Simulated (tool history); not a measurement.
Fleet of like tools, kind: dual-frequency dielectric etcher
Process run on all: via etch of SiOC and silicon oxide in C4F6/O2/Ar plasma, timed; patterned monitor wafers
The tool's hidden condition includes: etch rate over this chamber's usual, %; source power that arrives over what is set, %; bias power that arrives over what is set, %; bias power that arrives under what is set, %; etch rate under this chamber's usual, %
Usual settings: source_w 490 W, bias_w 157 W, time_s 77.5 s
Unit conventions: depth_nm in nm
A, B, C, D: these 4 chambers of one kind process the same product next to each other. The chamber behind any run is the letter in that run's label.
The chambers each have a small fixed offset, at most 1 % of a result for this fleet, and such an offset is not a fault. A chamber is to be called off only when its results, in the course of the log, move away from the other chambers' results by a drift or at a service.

run	hour	source_w	bias_w	time_s	hours since the last wet clean	hours since the last source power generator calibration	hours since the last bias power generator calibration	read-back reference wafer on the same gauge, depth_nm	depth_nm
1D	9.6	490	157	77.5	152.3	809.1	1705	102.25	91.511
2C	22.7	490	157	77.5	551.3	1071.9	1429.7	102.33	90.042
# hour 29: chamber B: wet clean of the chamber
3A	36.8	490	157	77.5	52.3	662.4	3632.6	102.3	91.389
4B	44	490	157	77.5	15	3201.9	3389.4	102.33	90.329
5A	54	490	157	77.5	69.5	679.6	3649.8	102.27	91.223
6B	65.6	490	157	77.5	36.6	3223.5	3411	102.34	90.608
# hour 79.6: chamber C: wet clean of the chamber
7C	80.7	490	157	77.5	1.1	1129.9	1487.7	102.34	89.911
8D	90.6	490	157	77.5	233.3	890.1	1786	102.27	90.892
9C	98	570	157	77.5	18.4	1147.2	1505	102.26	95.298
10D	113.4	570	157	77.5	256.1	912.9	1808.8	102.25	96.747
11B	122.7	570	157	77.5	93.7	3280.6	3468.1	102.27	95.625
12A	133.4	570	157	77.5	148.9	759	3729.2	102.3	96.304
13B	144.5	490	157	77.5	115.5	3302.4	3489.9	102.3	90.472
14D	153	490	157	77.5	295.7	952.5	1848.4	102.31	91.311
15A	165.1	490	157	77.5	180.6	790.7	3760.9	102.26	91.198
16C	179.9	490	157	77.5	100.3	1229.1	1586.9	102.28	89.997
17D	190.3	490	157	77.5	333	989.8	1885.7	102.31	91.371
18A	205.7	490	157	77.5	221.2	831.3	3801.5	102.33	91.198
19B	213	490	157	77.5	184	3370.9	3558.4	102.27	90.155
20C	220.6	490	157	77.5	141	1269.8	1627.6	102.32	89.948
21D	230.1	490	157	77.5	372.8	1029.6	1925.5	102.25	91.24
22C	238.3	490	157	77.5	158.7	1287.5	1645.3	102.31	90.2
23A	247.5	490	157	77.5	263	873.1	3843.3	102.37	91.259
24B	255.6	490	157	77.5	226.6	3413.5	3601	102.31	89.508
25D	269.3	490	157	77.5	412	1068.8	1964.7	102.29	91.442
26A	280.3	490	157	77.5	295.8	905.9	3876.1	102.37	91.091
27B	291.2	490	157	77.5	262.2	3449.1	3636.6	102.29	89.023
28C	301.3	490	157	77.5	221.7	1350.5	1708.3	102.29	90.368
29D	310.4	490	157	77.5	453.1	1109.9	2005.8	102.3	91.383
30A	323	490	157	77.5	338.5	948.6	3918.8	102.31	91
31B	330.3	490	157	77.5	301.3	3488.2	3675.7	102.28	89.368
32C	344.4	490	157	77.5	264.8	1393.6	1751.4	102.3	90.141
33D	352.7	490	157	77.5	495.4	1152.2	2048.1	102.28	91.369
34C	367.5	490	157	77.5	287.9	1416.7	1774.5	102.35	90.009
35A	378.4	490	157	77.5	393.9	1004	3974.2	102.3	91.203
36B	389.8	490	157	77.5	360.8	3547.7	3735.2	102.32	88.758

Predict what each chamber gives when all 4 of them run the settings below next.
37A	401	430	157	77.5					?
37B	401	430	157	77.5					?
37C	401	430	157	77.5					?
37D	401	430	157	77.5					?

run	depth_nm
37A	86.699
37B	84.672
37C	85.283
37D	86.609

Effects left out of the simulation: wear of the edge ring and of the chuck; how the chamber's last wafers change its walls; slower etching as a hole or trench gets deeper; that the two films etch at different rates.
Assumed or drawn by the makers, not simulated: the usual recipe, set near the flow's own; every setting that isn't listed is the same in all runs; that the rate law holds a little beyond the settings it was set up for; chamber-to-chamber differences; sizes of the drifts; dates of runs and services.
